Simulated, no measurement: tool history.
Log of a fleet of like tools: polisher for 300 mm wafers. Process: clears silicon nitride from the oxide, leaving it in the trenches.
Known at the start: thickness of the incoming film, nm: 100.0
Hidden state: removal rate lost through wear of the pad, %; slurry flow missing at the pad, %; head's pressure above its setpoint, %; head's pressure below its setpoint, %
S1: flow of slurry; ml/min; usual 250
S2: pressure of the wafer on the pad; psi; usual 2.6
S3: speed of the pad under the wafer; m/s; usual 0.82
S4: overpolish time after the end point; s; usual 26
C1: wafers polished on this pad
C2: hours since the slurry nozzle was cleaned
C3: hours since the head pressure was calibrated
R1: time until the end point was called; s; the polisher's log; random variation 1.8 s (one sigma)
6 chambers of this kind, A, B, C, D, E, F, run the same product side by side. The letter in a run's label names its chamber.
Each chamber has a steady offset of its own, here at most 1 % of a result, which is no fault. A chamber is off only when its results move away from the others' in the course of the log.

{"hour": 8.2, "done": "chamber E: worn pad replaced by a new one"}
{"run": "1D", "hour": 9.0, "S1": 250, "S2": 2.6, "S3": 0.82, "S4": 26, "C1": 478, "C2": 618.2, "C3": 448.3, "R1": 160.29}
{"run": "2B", "hour": 18.2, "S1": 250, "S2": 2.6, "S3": 0.82, "S4": 26, "C1": 620, "C2": 108.4, "C3": 485, "R1": 158.32}
{"hour": 20.7, "done": "chamber B: worn pad replaced by a new one"}
{"hour": 25.2, "done": "chamber F: worn pad replaced by a new one"}
{"run": "3E", "hour": 27.9, "S1": 250, "S2": 2.6, "S3": 0.82, "S4": 26, "C1": 134, "C2": 275, "C3": 46.8, "R1": 158.03}
{"run": "4A", "hour": 34.7, "S1": 250, "S2": 2.6, "S3": 0.82, "S4": 26, "C1": 485, "C2": 386.4, "C3": 363.1, "R1": 160.12}
{"hour": 37.2, "done": "chamber D: worn pad replaced by a new one"}
{"run": "5C", "hour": 40.3, "S1": 250, "S2": 2.6, "S3": 0.82, "S4": 26, "C1": 448, "C2": 287.7, "C3": 861.9, "R1": 155.78}
{"hour": 43.8, "done": "chamber F: head pressure recalibrated"}
{"run": "6F", "hour": 46.3, "S1": 250, "S2": 2.6, "S3": 0.82, "S4": 26, "C1": 143, "C2": 234.8, "C3": 2.5, "R1": 156.7}
{"run": "7C", "hour": 52.2, "S1": 250, "S2": 2.6, "S3": 0.82, "S4": 26, "C1": 529, "C2": 299.6, "C3": 873.8, "R1": 155.86}
{"run": "8F", "hour": 57.5, "S1": 250, "S2": 2.6, "S3": 0.82, "S4": 26, "C1": 219, "C2": 246, "C3": 13.7, "R1": 159.13}
{"run": "9B", "hour": 62.3, "S1": 205, "S2": 2.6, "S3": 0.82, "S4": 11, "C1": 283, "C2": 152.5, "C3": 529.1, "R1": 160.35}
{"hour": 68.7, "done": "chamber C: worn pad replaced by a new one"}
{"run": "10A", "hour": 69.8, "S1": 205, "S2": 2.6, "S3": 0.82, "S4": 11, "C1": 724, "C2": 421.5, "C3": 398.2, "R1": 165.79}
{"run": "11D", "hour": 75.4, "S1": 205, "S2": 2.6, "S3": 0.82, "S4": 11, "C1": 260, "C2": 684.6, "C3": 514.7, "R1": 162.68}
{"run": "12E", "hour": 80.7, "S1": 205, "S2": 2.6, "S3": 0.82, "S4": 11, "C1": 493, "C2": 327.8, "C3": 99.6, "R1": 162.3}
{"run": "13F", "hour": 85.2, "S1": 205, "S2": 2.6, "S3": 0.82, "S4": 11, "C1": 408, "C2": 273.7, "C3": 41.4, "R1": 163.42}
{"run": "14A", "hour": 90.7, "S1": 205, "S2": 2.6, "S3": 0.82, "S4": 11, "C1": 866, "C2": 442.4, "C3": 419.1, "R1": 163.57}
{"hour": 98.3, "done": "chamber F: worn pad replaced by a new one"}
{"run": "15B", "hour": 99.7, "S1": 250, "S2": 2.6, "S3": 0.82, "S4": 26, "C1": 537, "C2": 189.9, "C3": 566.5, "R1": 160.85}
{"run": "16E", "hour": 108.4, "S1": 250, "S2": 2.6, "S3": 0.82, "S4": 26, "C1": 682, "C2": 355.5, "C3": 127.3, "R1": 155.77}
{"run": "17D", "hour": 115.0, "S1": 250, "S2": 2.6, "S3": 0.82, "S4": 26, "C1": 529, "C2": 724.2, "C3": 554.3, "R1": 157.67}
{"run": "18C", "hour": 120.5, "S1": 250, "S2": 2.6, "S3": 0.82, "S4": 26, "C1": 352, "C2": 367.9, "C3": 942.1, "R1": 158.75}
{"run": "19F", "hour": 128.4, "S1": 250, "S2": 2.6, "S3": 0.82, "S4": 26, "C1": 205, "C2": 316.9, "C3": 84.6, "R1": 158.6}
{"hour": 129.3, "done": "chamber B: worn pad replaced by a new one"}
{"run": "20A", "hour": 137.7, "S1": 250, "S2": 2.6, "S3": 1.1, "S4": 21, "C1": 1186, "C2": 489.4, "C3": 466.1, "R1": 118.77}
{"hour": 140.8, "done": "chamber D: worn pad replaced by a new one"}
{"run": "21C", "hour": 144.2, "S1": 250, "S2": 2.6, "S3": 1.1, "S4": 21, "C1": 513, "C2": 391.6, "C3": 965.8, "R1": 116.79}
{"hour": 144.8, "done": "chamber C: worn pad replaced by a new one"}
{"run": "22E", "hour": 153.0, "S1": 250, "S2": 2.6, "S3": 1.1, "S4": 21, "C1": 985, "C2": 400.1, "C3": 171.9, "R1": 119.83}
{"hour": 159.5, "done": "chamber A: worn pad replaced by a new one"}
{"run": "23D", "hour": 161.5, "S1": 250, "S2": 2.6, "S3": 1.1, "S4": 21, "C1": 141, "C2": 770.7, "C3": 600.8, "R1": 123.82}
{"run": "24B", "hour": 166.3, "S1": 250, "S2": 2.6, "S3": 1.1, "S4": 21, "C1": 251, "C2": 256.5, "C3": 633.1, "R1": 120.87}
{"hour": 166.6, "done": "chamber E: worn pad replaced by a new one"}
{"hour": 167.0, "done": "chamber C: head pressure recalibrated"}
{"run": "25D", "hour": 172.9, "S1": 250, "S2": 2.6, "S3": 1.1, "S4": 21, "C1": 218, "C2": 782.1, "C3": 612.2, "R1": 121.98}
{"hour": 177.4, "done": "chamber F: worn pad replaced by a new one"}
{"run": "26B", "hour": 182.2, "S1": 250, "S2": 2.6, "S3": 0.82, "S4": 26, "C1": 359, "C2": 272.4, "C3": 649, "R1": 162.25}
{"run": "27F", "hour": 189.7, "S1": 250, "S2": 2.6, "S3": 0.82, "S4": 26, "C1": 84, "C2": 378.2, "C3": 145.9, "R1": 159.52}
{"run": "28A", "hour": 198.9, "S1": 250, "S2": 2.6, "S3": 0.82, "S4": 26, "C1": 268, "C2": 550.6, "C3": 527.3, "R1": 160.1}
{"run": "29E", "hour": 207.6, "S1": 250, "S2": 2.6, "S3": 0.82, "S4": 26, "C1": 279, "C2": 454.7, "C3": 226.5, "R1": 160.88}
{"run": "30C", "hour": 213.3, "S1": 250, "S2": 2.6, "S3": 0.82, "S4": 26, "C1": 466, "C2": 460.7, "C3": 46.4, "R1": 158.39}
{"hour": 215.8, "done": "chamber F: slurry nozzle cleaned"}
{"run": "31C", "hour": 222.3, "S1": 250, "S2": 2.6, "S3": 0.82, "S4": 26, "C1": 527, "C2": 469.7, "C3": 55.4, "R1": 156.09}
{"run": "32D", "hour": 226.7, "S1": 250, "S2": 2.6, "S3": 0.82, "S4": 26, "C1": 584, "C2": 835.9, "C3": 666, "R1": 167.33}
{"hour": 227.0, "done": "chamber B: worn pad replaced by a new one"}
{"hour": 233.2, "done": "chamber C: worn pad replaced by a new one"}
{"run": "33A", "hour": 233.5, "S1": 250, "S2": 2.6, "S3": 0.82, "S4": 26, "C1": 503, "C2": 585.2, "C3": 561.9, "R1": 159.27}
{"hour": 236.1, "done": "chamber D: worn pad replaced by a new one"}
{"run": "34B", "hour": 242.7, "S1": 250, "S2": 2.6, "S3": 0.82, "S4": 26, "C1": 106, "C2": 332.9, "C3": 709.5, "R1": 163.32}
{"hour": 243.1, "done": "chamber E: head pressure recalibrated"}
{"run": "35E", "hour": 251.0, "S1": 250, "S2": 2.6, "S3": 0.82, "S4": 26, "C1": 574, "C2": 498.1, "C3": 7.9, "R1": 158.15}
{"run": "36F", "hour": 260.1, "S1": 250, "S2": 2.6, "S3": 0.82, "S4": 26, "C1": 562, "C2": 44.3, "C3": 216.3, "R1": 158.09}
{"hour": 267.8, "done": "chamber F: worn pad replaced by a new one"}
{"run": "37F", "hour": 268.4, "S1": 250, "S2": 2.6, "S3": 0.82, "S4": 26, "C1": 4, "C2": 52.6, "C3": 224.6, "R1": 159.77}
{"run": "38B", "hour": 277.8, "S1": 250, "S2": 2.6, "S3": 0.82, "S4": 26, "C1": 345, "C2": 368, "C3": 744.6, "R1": 160.4}
{"hour": 284.6, "done": "chamber C: slurry nozzle cleaned"}
{"run": "39D", "hour": 285.5, "S1": 250, "S2": 2.6, "S3": 0.82, "S4": 26, "C1": 336, "C2": 894.7, "C3": 724.8, "R1": 170.82}
{"run": "40E", "hour": 294.4, "S1": 250, "S2": 2.6, "S3": 0.82, "S4": 26, "C1": 869, "C2": 541.5, "C3": 51.3, "R1": 158.82}
{"run": "41A", "hour": 298.6, "S1": 250, "S2": 2.6, "S3": 0.82, "S4": 26, "C1": 946, "C2": 650.3, "C3": 627, "R1": 162.39}
{"hour": 299.1, "done": "chamber E: slurry nozzle cleaned"}
{"run": "42C", "hour": 306.7, "S1": 250, "S2": 3.1, "S3": 0.82, "S4": 38, "C1": 500, "C2": 22.1, "C3": 139.8, "R1": 133.71}
{"run": "43A", "hour": 313.5, "S1": 250, "S2": 3.1, "S3": 0.82, "S4": 38, "C1": 1047, "C2": 665.2, "C3": 641.9, "R1": 133.94}
{"run": "44E", "hour": 320.7, "S1": 250, "S2": 3.1, "S3": 0.82, "S4": 38, "C1": 1048, "C2": 21.6, "C3": 77.6, "R1": 132.49}

Next, every chamber runs the same settings. What will each give?
{"run": "45A", "hour": 327.8, "S1": 250, "S2": 2.6, "S3": 0.82, "S4": 26, "R1": "?"}
{"run": "45B", "hour": 327.8, "S1": 250, "S2": 2.6, "S3": 0.82, "S4": 26, "R1": "?"}
{"run": "45C", "hour": 327.8, "S1": 250, "S2": 2.6, "S3": 0.82, "S4": 26, "R1": "?"}
{"run": "45D", "hour": 327.8, "S1": 250, "S2": 2.6, "S3": 0.82, "S4": 26, "R1": "?"}
{"run": "45E", "hour": 327.8, "S1": 250, "S2": 2.6, "S3": 0.82, "S4": 26, "R1": "?"}
{"run": "45F", "hour": 327.8, "S1": 250, "S2": 2.6, "S3": 0.82, "S4": 26, "R1": "?"}

run=45A R1=160.92
run=45B R1=160.97
run=45C R1=155.54
run=45D R1=175.34
run=45E R1=156.37
run=45F R1=159.22
